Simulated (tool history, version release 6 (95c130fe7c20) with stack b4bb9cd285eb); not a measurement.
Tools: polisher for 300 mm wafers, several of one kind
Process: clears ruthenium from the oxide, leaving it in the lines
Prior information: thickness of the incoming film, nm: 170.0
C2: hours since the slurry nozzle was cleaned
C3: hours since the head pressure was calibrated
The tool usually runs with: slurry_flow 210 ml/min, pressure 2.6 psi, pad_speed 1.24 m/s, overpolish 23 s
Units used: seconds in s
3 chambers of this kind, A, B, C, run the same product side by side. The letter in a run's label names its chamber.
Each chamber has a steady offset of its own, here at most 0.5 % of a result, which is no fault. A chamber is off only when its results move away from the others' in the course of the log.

At hour 3.9: chamber B: worn pad replaced by a new one.
Run 1B, hour 4.5: usual settings; wafers polished on this pad 6; C2 187.5; C3 473.1. Result: seconds 80.289 s.
Run 2C, hour 13.6: usual settings; wafers polished on this pad 312; C2 308.9; C3 21.5. Result: seconds 80.456 s.
Run 3A, hour 20.9: usual settings; wafers polished on this pad 393; C2 386.1; C3 370.9. Result: seconds 79.483 s.
Run 4B, hour 30.4: usual settings; wafers polished on this pad 291; C2 213.4; C3 499.0. Result: seconds 81.963 s.
Run 5A, hour 34.9: usual settings; wafers polished on this pad 547; C2 400.1; C3 384.9. Result: seconds 79.318 s.
Run 6C, hour 43.3: usual settings; wafers polished on this pad 639; C2 338.6; C3 51.2. Result: seconds 79.864 s.
Run 7A, hour 52.9: usual settings; wafers polished on this pad 745; C2 418.1; C3 402.9. Result: seconds 79.211 s.
Run 8C, hour 58.4: usual settings; wafers polished on this pad 806; C2 353.7; C3 66.3. Result: seconds 79.569 s.
Run 9B, hour 63.5: usual settings; wafers polished on this pad 656; C2 246.5; C3 532.1. Result: seconds 80.863 s.
At hour 68.5: chamber A: worn pad replaced by a new one.
Run 10C, hour 72.5: usual settings; wafers polished on this pad 961; C2 367.8; C3 80.4. Result: seconds 79.087 s.
Run 11A, hour 77.5: usual settings but overpolish 12 s; wafers polished on this pad 99; C2 442.7; C3 427.5. Result: seconds 79.969 s.
At hour 77.9: chamber B: slurry nozzle cleaned.
Run 12B, hour 85.3: usual settings but overpolish 12 s; wafers polished on this pad 896; C2 7.5; C3 553.9. Result: seconds 80.043 s.
Run 13A, hour 89.7: usual settings but overpolish 12 s; wafers polished on this pad 234; C2 454.9; C3 439.7. Result: seconds 79.638 s.
Run 14C, hour 94.9: usual settings; wafers polished on this pad 1208; C2 390.2; C3 102.8. Result: seconds 81.161 s.
At hour 98.8: chamber B: worn pad replaced by a new one.
Run 15B, hour 102.6: usual settings; wafers polished on this pad 42; C2 24.8; C3 571.2. Result: seconds 80.791 s.
Run 16C, hour 111.8: usual settings; wafers polished on this pad 1394; C2 407.1; C3 119.7. Result: seconds 81.702 s.
Run 17B, hour 120.3: usual settings; wafers polished on this pad 237; C2 42.5; C3 588.9. Result: seconds 79.977 s.
At hour 127.0: chamber C: worn pad replaced by a new one.
At hour 127.6: chamber C: slurry nozzle cleaned.
Run 18A, hour 127.8: usual settings; wafers polished on this pad 653; C2 493.0; C3 477.8. Result: seconds 79.619 s.
Run 19A, hour 135.0: usual settings; wafers polished on this pad 733; C2 500.2; C3 485.0. Result: seconds 80.492 s.
Run 20B, hour 139.7: usual settings; wafers polished on this pad 451; C2 61.9; C3 608.3. Result: seconds 79.388 s.
At hour 139.8: chamber A: worn pad replaced by a new one.
Run 21C, hour 144.1: usual settings; wafers polished on this pad 189; C2 16.5; C3 152.0. Result: seconds 79.398 s.
Run 22C, hour 150.6: usual settings but slurry_flow 170 ml/min, pad_speed 0.86 m/s; wafers polished on this pad 260; C2 23.0; C3 158.5. Result: seconds 117.590 s.
Run 23A, hour 157.3: usual settings but slurry_flow 170 ml/min, pad_speed 0.86 m/s; wafers polished on this pad 193; C2 522.5; C3 507.3. Result: seconds 118.790 s.
Run 24B, hour 161.9: usual settings but slurry_flow 170 ml/min, pad_speed 0.86 m/s; wafers polished on this pad 695; C2 84.1; C3 630.5. Result: seconds 117.790 s.
Run 25A, hour 168.4: usual settings; wafers polished on this pad 315; C2 533.6; C3 518.4. Result: seconds 78.384 s.
Run 26B, hour 175.3: usual settings; wafers polished on this pad 843; C2 97.5; C3 643.9. Result: seconds 80.152 s.
Run 27C, hour 181.3: usual settings; wafers polished on this pad 598; C2 53.7; C3 189.2. Result: seconds 80.124 s.
Run 28A, hour 187.7: usual settings; wafers polished on this pad 527; C2 552.9; C3 537.7. Result: seconds 80.323 s.
At hour 190.1: chamber B: worn pad replaced by a new one.
Run 29B, hour 193.3: usual settings; wafers polished on this pad 36; C2 115.5; C3 661.9. Result: seconds 79.378 s.
Run 30C, hour 201.2: usual settings; wafers polished on this pad 817; C2 73.6; C3 209.1. Result: seconds 78.788 s.
Run 31B, hour 208.6: usual settings; wafers polished on this pad 204; C2 130.8; C3 677.2. Result: seconds 81.438 s.
At hour 211.1: chamber A: worn pad replaced by a new one.
Run 32A, hour 216.4: usual settings; wafers polished on this pad 58; C2 581.6; C3 566.4. Result: seconds 80.543 s.
Run 33C, hour 222.7: usual settings; wafers polished on this pad 1054; C2 95.1; C3 230.6. Result: seconds 80.746 s.
Run 34A, hour 228.6: usual settings; wafers polished on this pad 192; C2 593.8; C3 578.6. Result: seconds 79.564 s.
Run 35C, hour 234.5: usual settings; wafers polished on this pad 1184; C2 106.9; C3 242.4. Result: seconds 80.246 s.
Run 36B, hour 239.3: usual settings but pressure 2.3 psi; wafers polished on this pad 542; C2 161.5; C3 707.9. Result: seconds 90.536 s.
At hour 242.4: chamber A: slurry nozzle cleaned.
At hour 244.3: chamber C: worn pad replaced by a new one.
Run 37A, hour 244.7: usual settings but pressure 2.3 psi; wafers polished on this pad 370; C2 2.3; C3 594.7. Result: seconds 90.719 s.
Run 38C, hour 253.3: usual settings but pressure 2.3 psi; wafers polished on this pad 99; C2 125.7; C3 261.2. Result: seconds 90.037 s.
Run 39B, hour 262.5: usual settings; wafers polished on this pad 798; C2 184.7; C3 731.1. Result: seconds 80.656 s.

Which is it: a chamber that has drifted or been left off by a service, a gauge drift common to all chambers, or only each chamber's usual small offset? If a chamber is off, name it and its likeliest cause.

The fleet is healthy, with each chamber sitting at its usual small offset and no drift in the gauge.
